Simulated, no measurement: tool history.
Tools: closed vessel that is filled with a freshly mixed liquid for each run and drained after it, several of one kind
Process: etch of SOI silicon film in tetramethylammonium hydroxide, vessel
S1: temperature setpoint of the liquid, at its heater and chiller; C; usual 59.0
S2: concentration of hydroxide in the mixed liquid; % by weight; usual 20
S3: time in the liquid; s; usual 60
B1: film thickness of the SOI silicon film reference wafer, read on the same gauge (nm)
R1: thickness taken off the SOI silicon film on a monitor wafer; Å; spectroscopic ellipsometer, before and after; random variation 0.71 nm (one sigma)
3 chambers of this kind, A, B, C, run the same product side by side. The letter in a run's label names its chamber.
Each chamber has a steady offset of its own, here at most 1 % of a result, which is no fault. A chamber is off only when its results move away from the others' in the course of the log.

run	hour	S1	S2	S3	B1	R1
1C	6.8	59.0	20	60	50.003	1643.90
2A	13.1	59.0	20	60	49.998	1642.50
3B	23.1	59.0	20	60	49.998	1651.60
4A	34.1	59.0	20	60	50.009	1650.10
5B	45.5	59.0	20	60	49.968	1674.20
6C	57.0	59.0	20	60	49.997	1635.80
7A	67.5	59.0	20	60	50.012	1651.80
8C	78.2	59.0	20	60	49.970	1639.80
9B	84.4	59.0	20	60	50.032	1670.50
10B	94.7	59.0	25	90	49.974	2040.10
11A	103.3	59.0	25	90	49.964	2003.30
12C	113.3	59.0	25	90	50.015	2036.50
13C	120.1	62.5	20	35	50.003	1190.40
14B	128.9	62.5	20	35	49.973	1213.80
15A	134.7	62.5	20	35	49.981	1193.40
16A	143.0	59.0	20	60	49.972	1651.70
17B	151.2	59.0	15	60	49.954	1844.10
18C	156.9	59.0	15	60	50.002	1846.90
19A	167.8	59.0	15	60	49.972	1873.70
20B	173.0	59.0	20	60	50.018	1675.20
# hour 178.1: chamber B: hydroxide flow meter replaced
21C	179.5	59.0	20	60	50.001	1649.50
22B	188.9	53.0	20	30	49.992	560.85
23C	196.6	53.0	20	30	49.954	560.60
24A	206.5	53.0	20	30	50.012	570.18
25B	215.7	59.0	20	60	50.006	1659.50
26A	224.9	59.0	20	60	50.001	1682.40
27C	229.9	59.0	20	40	49.971	1098.20
28B	236.6	59.0	20	40	50.008	1112.80
29C	247.0	59.0	20	40	50.004	1098.20
30A	256.1	59.0	20	60	50.016	1704.60
31C	264.4	55.0	20	60	49.986	1276.10
32A	274.7	55.0	20	60	50.025	1320.70
33B	284.1	55.0	20	60	50.015	1278.20
34C	295.4	59.0	20	60	49.973	1655.20

Is one chamber off against the others, does the gauge drift, or is nothing wrong? If a chamber is off, say which, and what the likeliest cause is.

Chamber A drifts away from the others.
Cause: hydroxide flow below the setpoint (%) = 9.9.
The log may not tell that from: liquid hotter than its thermometer reads (K).

Here are 4 candidates for chamber A's next run, each the usual settings with a change, their results left as question marks. Which one brings its results back in line with what the others give on the usual settings?
In line means no further than this from the other chambers' mean on the usual settings: R1 25.00 Å
35A-1	303.8	59.0	22.0	60		?
35A-2	303.8	59.0	20.5	60		?
35A-3	303.8	59.0	18.0	60		?
35A-4	303.8	59.0	19.5	60		?

The other chambers' mean on the usual settings: R1 1654.40 Å
run	R1
35A-1	1645.70
35A-2	1698.40
35A-3	1786.30
35A-4	1733.50
35A-1 brings the chamber back in line.
